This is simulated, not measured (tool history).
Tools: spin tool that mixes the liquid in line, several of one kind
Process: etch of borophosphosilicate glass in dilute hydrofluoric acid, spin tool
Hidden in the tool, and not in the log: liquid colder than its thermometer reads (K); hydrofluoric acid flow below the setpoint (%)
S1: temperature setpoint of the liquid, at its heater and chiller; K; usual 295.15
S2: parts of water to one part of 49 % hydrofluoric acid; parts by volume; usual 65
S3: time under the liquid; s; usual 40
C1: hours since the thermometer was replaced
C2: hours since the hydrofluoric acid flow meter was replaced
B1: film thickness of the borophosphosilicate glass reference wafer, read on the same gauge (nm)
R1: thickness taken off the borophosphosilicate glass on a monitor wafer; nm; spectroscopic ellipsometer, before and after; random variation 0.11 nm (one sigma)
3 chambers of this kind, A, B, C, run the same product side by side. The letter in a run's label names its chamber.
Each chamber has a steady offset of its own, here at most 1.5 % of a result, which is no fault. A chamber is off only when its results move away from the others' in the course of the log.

Run 1B, hour 3.6: usual settings; C1 116.7; C2 102.2; B1 40.016. Result: R1 19.8660 nm.
Run 2A, hour 8.4: usual settings; C1 1164.8; C2 460.1; B1 39.994. Result: R1 19.4470 nm.
Run 3C, hour 11.8: usual settings; C1 1671.2; C2 289.4; B1 40.005. Result: R1 19.8150 nm.
Run 4A, hour 16.4: usual settings; C1 1172.8; C2 468.1; B1 39.963. Result: R1 19.5240 nm.
Run 5C, hour 20.8: usual settings; C1 1680.2; C2 298.4; B1 40.012. Result: R1 20.1170 nm.
Run 6B, hour 24.8: usual settings; C1 137.9; C2 123.4; B1 40.005. Result: R1 19.8930 nm.
Run 7C, hour 27.4: usual settings; C1 1686.8; C2 305.0; B1 39.973. Result: R1 19.9500 nm.
Run 8A, hour 31.8: usual settings; C1 1188.2; C2 483.5; B1 39.964. Result: R1 19.4990 nm.
Run 9B, hour 36.2: usual settings; C1 149.3; C2 134.8; B1 40.003. Result: R1 19.8410 nm.
Run 10A, hour 40.9: usual settings; C1 1197.3; C2 492.6; B1 39.976. Result: R1 19.4880 nm.
Run 11B, hour 44.8: usual settings; C1 157.9; C2 143.4; B1 40.005. Result: R1 19.7760 nm.
Run 12C, hour 49.7: usual settings; C1 1709.1; C2 327.3; B1 40.029. Result: R1 20.0270 nm.
Run 13B, hour 54.5: usual settings; C1 167.6; C2 153.1; B1 40.042. Result: R1 19.9370 nm.
Run 14A, hour 58.5: usual settings; C1 1214.9; C2 510.2; B1 40.009. Result: R1 19.5800 nm.
Run 15C, hour 61.3: usual settings; C1 1720.7; C2 338.9; B1 39.995. Result: R1 19.8580 nm.
Run 16B, hour 64.7: usual settings; C1 177.8; C2 163.3; B1 39.988. Result: R1 19.9120 nm.
Run 17C, hour 68.7: usual settings; C1 1728.1; C2 346.3; B1 39.998. Result: R1 19.7730 nm.
Run 18A, hour 73.2: usual settings; C1 1229.6; C2 524.9; B1 40.009. Result: R1 19.4390 nm.
Run 19A, hour 77.8: usual settings; C1 1234.2; C2 529.5; B1 40.020. Result: R1 19.3700 nm.
Run 20C, hour 80.3: usual settings; C1 1739.7; C2 357.9; B1 40.018. Result: R1 20.0290 nm.
Run 21B, hour 83.9: usual settings; C1 197.0; C2 182.5; B1 39.998. Result: R1 19.8130 nm.
Run 22B, hour 87.3: usual settings but S2 35 parts by volume; C1 200.4; C2 185.9; B1 39.969. Result: R1 37.4580 nm.
Run 23A, hour 90.3: usual settings but S2 35 parts by volume; C1 1246.7; C2 542.0; B1 40.004. Result: R1 37.0460 nm.
Run 24C, hour 94.5: usual settings but S2 35 parts by volume; C1 1753.9; C2 372.1; B1 40.008. Result: R1 38.0670 nm.
Run 25A, hour 97.4: usual settings; C1 1253.8; C2 549.1; B1 39.984. Result: R1 19.0060 nm.
Run 26B, hour 100.0: usual settings; C1 213.1; C2 198.6; B1 40.015. Result: R1 19.8960 nm.
Run 27C, hour 103.8: usual settings; C1 1763.2; C2 381.4; B1 40.003. Result: R1 20.0230 nm.
Run 28A, hour 107.6: usual settings; C1 1264.0; C2 559.3; B1 40.021. Result: R1 18.9440 nm.
Run 29C, hour 111.0: usual settings but S1 299.15 K, S3 15 s; C1 1770.4; C2 388.6; B1 39.999. Result: R1 8.7883 nm.
Run 30B, hour 113.9: usual settings but S1 299.15 K, S3 15 s; C1 227.0; C2 212.5; B1 40.004. Result: R1 8.7318 nm.
Run 31B, hour 117.7: usual settings but S1 299.15 K, S3 15 s; C1 230.8; C2 216.3; B1 40.037. Result: R1 8.7486 nm.
Run 32C, hour 122.2: usual settings; C1 1781.6; C2 399.8; B1 40.034. Result: R1 19.9780 nm.
Run 33A, hour 126.7: usual settings; C1 1283.1; C2 578.4; B1 40.048. Result: R1 18.9310 nm.

All 3 chambers run these settings next. Forecast each chamber's results:
Run 34A, hour 130.3: usual settings but S3 25 s. Result: R1 ?.
Run 34B, hour 130.3: usual settings but S3 25 s. Result: R1 ?.
Run 34C, hour 130.3: usual settings but S3 25 s. Result: R1 ?.

run       R1
34A  11.8950
34B  12.4250
34C  12.4100
